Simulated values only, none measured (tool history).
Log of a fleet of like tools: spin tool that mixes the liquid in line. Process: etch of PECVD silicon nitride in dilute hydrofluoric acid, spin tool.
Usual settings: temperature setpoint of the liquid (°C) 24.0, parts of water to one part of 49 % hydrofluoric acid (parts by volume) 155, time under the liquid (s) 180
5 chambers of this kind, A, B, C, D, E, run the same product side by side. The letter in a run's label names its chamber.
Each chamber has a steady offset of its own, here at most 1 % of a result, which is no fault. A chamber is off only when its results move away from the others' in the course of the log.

run     day  temperature setpoint of the liquid (°C)  parts of water to one part of 49 % hydrofluoric acid (parts by volume)  time under the liquid (s)  hours since the thermometer was replaced  hours since the hydrofluoric acid flow meter was replaced  read-back film thickness of the PECVD silicon nitride reference wafer, read on the same gauge (nm)  thickness taken off the PECVD silicon nitride on a monitor wafer (nm)
 1A   0.242                                     24.0                                                                     155                        180                                    1194.7                                                      942.0                                                                                              90.010                                                                 2.1970
 2E   0.458                                     24.0                                                                     155                        180                                     181.2                                                      932.6                                                                                              90.005                                                                 2.1753
 3B   0.867                                     24.0                                                                     155                        180                                     386.0                                                      508.0                                                                                              89.988                                                                 2.1270
 4C   1.125                                     24.0                                                                     155                        180                                    1947.6                                                      438.6                                                                                              90.027                                                                 2.1569
 5D   1.388                                     26.0                                                                     155                        120                                     232.8                                                     1105.6                                                                                              90.016                                                                 1.6310
 6A   1.692                                     26.0                                                                     155                        120                                    1229.5                                                      976.8                                                                                              89.990                                                                 1.6313
 7D   2.004                                     26.0                                                                     155                        120                                     247.6                                                     1120.4                                                                                              89.974                                                                 1.6461
 8B   2.412                                     26.0                                                                     155                        120                                     423.1                                                      545.1                                                                                              89.998                                                                 1.5967
 9C   2.642                                     26.0                                                                     155                        120                                    1984.0                                                      475.0                                                                                              89.994                                                                 1.6460
10E   3.046                                     24.0                                                                     155                        180                                     243.3                                                      994.7                                                                                              89.967                                                                 2.1840
11E   3.367                                     24.0                                                                     155                        180                                     251.0                                                     1002.4                                                                                              90.000                                                                 2.1897
12A   3.575                                     24.0                                                                     155                        180                                    1274.7                                                     1022.0                                                                                              89.985                                                                 2.1910
13D   3.800                                     24.0                                                                     155                        180                                     290.7                                                     1163.5                                                                                              90.015                                                                 2.1687
14B   4.138                                     24.0                                                                     100                        180                                     464.5                                                      586.5                                                                                              90.020                                                                 3.2870
15C   4.354                                     24.0                                                                     100                        180                                    2025.1                                                      516.1                                                                                              89.985                                                                 3.3273
16D   4.621                                     24.0                                                                     100                        180                                     310.4                                                     1183.2                                                                                              89.984                                                                 3.4167
17E   4.921                                     24.0                                                                     100                        180                                     288.3                                                     1039.7                                                                                              89.985                                                                 3.3246
18C   5.188                                     24.0                                                                     100                        180                                    2045.1                                                      536.1                                                                                              89.982                                                                 3.2254
19B   5.617                                     24.0                                                                     155                        180                                     500.0                                                      622.0                                                                                              89.987                                                                 2.1228
20A   6.033                                     24.0                                                                     155                        180                                    1333.7                                                     1081.0                                                                                              90.001                                                                 2.1598
21D   6.296                                     24.0                                                                     155                        180                                     350.6                                                     1223.4                                                                                              90.002                                                                 2.1870
22B   6.629                                     24.0                                                                     155                        180                                     524.3                                                      646.3                                                                                              90.002                                                                 2.1439
23C   6.992                                     24.0                                                                     155                        180                                    2088.4                                                      579.4                                                                                              89.986                                                                 2.1583
24A   7.246                                     24.0                                                                     155                        180                                    1362.8                                                     1110.1                                                                                              89.986                                                                 2.1735
      7.529  -- chamber D: hydrofluoric acid flow meter replaced
25E   7.571                                     24.0                                                                     155                        180                                     351.9                                                     1103.3                                                                                              89.988                                                                 2.1687
26D   7.767                                     24.0                                                                     155                        180                                     385.9                                                        5.7                                                                                              90.005                                                                 2.1658
27C   7.971                                     24.0                                                                     155                        180                                    2111.9                                                      602.9                                                                                              90.027                                                                 2.1432
28B   8.362                                     24.0                                                                     155                         95                                     565.9                                                      687.9                                                                                              89.990                                                                 1.1235
29A   8.738                                     24.0                                                                     155                         95                                    1398.6                                                     1145.9                                                                                              89.992                                                                 1.1329
30E   9.121                                     24.0                                                                     155                         95                                     389.1                                                     1140.5                                                                                              90.010                                                                 1.1459
31D   9.408                                     24.0                                                                     155                         95                                     425.3                                                       45.1                                                                                              89.992                                                                 1.1536
32A   9.654                                     24.0                                                                     155                         95                                    1420.6                                                     1167.9                                                                                              89.998                                                                 1.1359
33E   9.912                                     24.0                                                                     155                        180                                     408.1                                                     1159.5                                                                                              90.013                                                                 2.1677
34C  10.275                                     24.0                                                                     155                        180                                    2167.2                                                      658.2                                                                                              90.015                                                                 2.1891
35B  10.662                                     20.5                                                                     155                        180                                     621.1                                                      743.1                                                                                              90.002                                                                 1.7086
36D  11.108                                     20.5                                                                     155                        180                                     466.1                                                       85.9                                                                                              90.003                                                                 1.7136
37E  11.433                                     20.5                                                                     155                        180                                     444.6                                                     1196.0                                                                                              90.047                                                                 1.7466
38C  11.779                                     20.5                                                                     155                        180                                    2203.3                                                      694.3                                                                                              89.990                                                                 1.7140
     11.871  -- chamber E: hydrofluoric acid flow meter replaced
39B  12.054                                     20.5                                                                     155                        180                                     654.5                                                      776.5                                                                                              89.990                                                                 1.7008
40A  12.267                                     24.0                                                                     155                        180                                    1483.3                                                     1230.6                                                                                              90.016                                                                 2.1581
41E  12.462                                     24.0                                                                     155                        180                                     469.3                                                       14.3                                                                                              89.978                                                                 2.1539
42A  12.788                                     24.0                                                                     155                        180                                    1495.8                                                     1243.1                                                                                              89.997                                                                 2.1716

All 5 chambers run these settings next. Forecast each chamber's results:
43A  13.108                                     24.0                                                                     235                        180                                                                                                                                                                                                                                                                               ?
43B  13.108                                     24.0                                                                     235                        180                                                                                                                                                                                                                                                                               ?
43C  13.108                                     24.0                                                                     235                        180                                                                                                                                                                                                                                                                               ?
43D  13.108                                     24.0                                                                     235                        180                                                                                                                                                                                                                                                                               ?
43E  13.108                                     24.0                                                                     235                        180                                                                                                                                                                                                                                                                               ?

run  thickness taken off the PECVD silicon nitride on a monitor wafer (nm)
43A                                                                 1.4456
43B                                                                 1.4284
43C                                                                 1.4229
43D                                                                 1.4289
43E                                                                 1.4117

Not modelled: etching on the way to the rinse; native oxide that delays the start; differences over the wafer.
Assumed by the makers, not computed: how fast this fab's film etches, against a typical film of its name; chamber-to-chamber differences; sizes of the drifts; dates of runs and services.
